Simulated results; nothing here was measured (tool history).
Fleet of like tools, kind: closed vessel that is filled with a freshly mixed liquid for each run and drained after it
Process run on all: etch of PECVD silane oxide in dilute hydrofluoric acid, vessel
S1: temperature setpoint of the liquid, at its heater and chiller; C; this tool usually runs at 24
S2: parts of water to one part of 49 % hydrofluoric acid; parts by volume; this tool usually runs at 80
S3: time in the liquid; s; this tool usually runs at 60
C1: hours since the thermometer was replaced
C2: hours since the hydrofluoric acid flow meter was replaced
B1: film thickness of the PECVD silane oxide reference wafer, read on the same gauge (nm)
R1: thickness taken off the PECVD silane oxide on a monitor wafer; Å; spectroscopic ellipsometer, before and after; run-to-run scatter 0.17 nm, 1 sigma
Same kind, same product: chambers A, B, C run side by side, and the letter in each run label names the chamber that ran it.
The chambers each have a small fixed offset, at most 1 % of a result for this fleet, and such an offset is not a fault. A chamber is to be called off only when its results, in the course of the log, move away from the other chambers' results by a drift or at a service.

run,hour,S1,S2,S3,C1,C2,B1,R1
1B,5.9,24,80,60,79,494.5,109.99,300.66
2A,11.1,24,80,60,419.5,1222.3,110,298.83
3C,15.2,24,80,60,1721.7,1055.8,109.99,298.94
4C,19.4,24,80,60,1725.9,1060,110.01,294.09
5B,23.7,24,80,60,96.8,512.3,110.01,299.37
6A,27.1,22.5,105,60,435.5,1238.3,110.02,209.23
7A,32.5,22.5,105,60,440.9,1243.7,109.99,210.9
8C,35.7,22.5,105,60,1742.2,1076.3,109.99,202.2
9B,40.7,24,80,60,113.8,529.3,110.01,300.77
10C,45.7,24,80,60,1752.2,1086.3,110.02,292.98
11A,50.3,24,80,60,458.7,1261.5,109.99,302.09
12B,55.9,24,80,60,129,544.5,109.99,300.83
13C,61,28.5,80,50,1767.5,1101.6,110.03,289.73
14A,65.7,28.5,80,50,474.1,1276.9,109.99,298.11
15B,71.1,28.5,80,50,144.2,559.7,110,297.27
16C,76.2,24,80,60,1782.7,1116.8,109.98,288.17
17A,79.9,24,80,60,488.3,1291.1,109.98,304.4
18B,83.8,24,80,60,156.9,572.4,110.01,298.82
19A,88.5,24,80,60,496.9,1299.7,109.99,303.19
20B,93.7,24,80,60,166.8,582.3,110,299.59
21C,96.4,21,80,30,1802.9,1137,110,125.88
22C,101.5,21,80,30,1808,1142.1,110,123.85
23A,106.4,21,80,30,514.8,1317.6,110.01,134.04
24B,110.4,24,80,60,183.5,599,110.03,300
25A,115.2,24,80,60,523.6,1326.4,110.01,300.98
26C,118.5,24,80,60,1825,1159.1,110,279.03

What goes on in this fleet: one chamber off, a drifting gauge, or nothing beyond the chambers' own small offsets? Name the chamber and the cause, if any.

Chamber C drifts away from the others.
What lies behind it: hydrofluoric acid flow below the setpoint (%) = 6.53.
The log might look much the same if the cause were instead: liquid colder than its thermometer reads (K).

Here are 4 candidates for chamber C's next run, each the usual settings with a change, their results left as question marks. Which one brings its results back in line with what the others give on the usual settings?
In line means no further than this from the other chambers' mean on the usual settings: R1 6 Å
27C-1,122.8,24,80,55,,,,?
27C-2,122.8,26,80,60,,,,?
27C-3,122.8,24,80,50,,,,?
27C-4,122.8,24.5,75,65,,,,?

Usual-settings mean across the other chambers: R1 301.06 Å
run,R1
27C-1,254.99
27C-2,301.5
27C-3,231.81
27C-4,330.63
It is 27C-2 that realigns the chamber with its peers.
